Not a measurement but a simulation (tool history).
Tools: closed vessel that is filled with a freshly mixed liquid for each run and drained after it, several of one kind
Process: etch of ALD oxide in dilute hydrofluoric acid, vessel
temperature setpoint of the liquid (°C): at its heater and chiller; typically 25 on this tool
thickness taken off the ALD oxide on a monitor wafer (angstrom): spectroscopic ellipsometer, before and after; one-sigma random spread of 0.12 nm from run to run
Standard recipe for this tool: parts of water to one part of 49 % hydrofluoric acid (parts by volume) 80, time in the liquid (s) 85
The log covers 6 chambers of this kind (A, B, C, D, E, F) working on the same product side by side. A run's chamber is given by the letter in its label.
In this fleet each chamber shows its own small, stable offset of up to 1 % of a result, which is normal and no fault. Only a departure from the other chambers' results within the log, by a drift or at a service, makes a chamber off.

run	hour	temperature setpoint of the liquid (°C)	parts of water to one part of 49 % hydrofluoric acid (parts by volume)	time in the liquid (s)	read-back film thickness of the ALD oxide reference wafer, read on the same gauge (nm)	thickness taken off the ALD oxide on a monitor wafer (angstrom)
1A	7.7	25	80	85	130	167.82
2C	18.5	25	80	85	130	165.62
3B	26.5	25	80	85	130	166.79
4E	37.2	25	80	85	130.01	164.46
5F	43.8	25	80	85	130.03	165.92
6D	57.9	25	80	85	129.99	165.55
7E	67.2	25	80	130	130.02	255.42
8A	78.1	25	80	130	129.99	254
9B	90.2	25	80	130	129.96	254.96
10D	97.6	25	80	130	129.98	250.87
11F	108.9	25	80	130	129.98	252.01
12C	122.5	25	80	130	130	253.7
13E	133.7	25	80	85	129.97	165.63
14C	147.6	25	80	85	129.98	166.44
15D	158.2	25	80	85	129.99	166.72
16B	172.5	25	80	105	130	206.74
17F	183	25	80	105	130.04	207.47
18A	196.6	25	80	105	129.98	205.25
19A	209	25	80	105	130.01	206.73
20C	223.5	25	80	105	130.04	207.47
21D	235.1	25	80	105	129.99	204.94
22B	241.4	25	80	85	130.01	167.66
23E	248.1	25	80	85	129.99	165.39
24F	262	25	80	85	129.97	167.06
# hour 262.8: chamber E: hydrofluoric acid flow meter replaced
25E	273.4	25	80	85	129.99	165.21
26C	280.6	25	80	85	130.04	164.07
27F	287.8	25	80	85	130.01	165.19
28A	294.3	25	80	85	129.99	168.61
29B	302.9	25	80	85	129.97	169.47
# hour 304: chamber D: thermometer replaced
30D	310	25	45	85	129.94	300.18
31B	319.3	25	45	85	130.02	319.65
32E	330.7	25	45	85	129.98	310.1
33F	337.4	25	45	85	130.01	302.03
# hour 338.1: chamber C: hydrofluoric acid flow meter replaced
34C	343.8	25	45	85	130.01	310.38
35D	354.3	25	45	85	130.01	305.98
36A	366	25	80	85	129.99	169.78

Does one chamber stand apart from the rest, does the shared gauge drift, or is all well apart from small per-chamber offsets? Give the chamber and the most likely cause, where there is one.

It is chamber B that slowly wanders off from its peers.
Cause: hydrofluoric acid flow above the setpoint (%) = 4.04.
With only this log, it may be confused with: liquid hotter than its thermometer reads (K).

Chamber B could run next with any of the 4 candidate recipes listed below; each alters the usual settings, and their results appear as question marks. Which one brings its results back in line with what the other chambers deliver on the usual settings?
To be in line, a result may differ from the other chambers' mean on the usual settings by at most: thickness taken off the ALD oxide on a monitor wafer (angstrom) 4.2
37B-1	376.5	24	80	85		?
37B-2	376.5	23	80	85		?
37B-3	376.5	27.5	80	85		?
37B-4	376.5	26	80	85		?

Other chambers, usual settings, mean: thickness taken off the ALD oxide on a monitor wafer (angstrom) 165.96
run	thickness taken off the ALD oxide on a monitor wafer (angstrom)
37B-1	166.08
37B-2	159.55
37B-3	190.49
37B-4	179.7
With 37B-1, the chamber falls back in line with the rest.
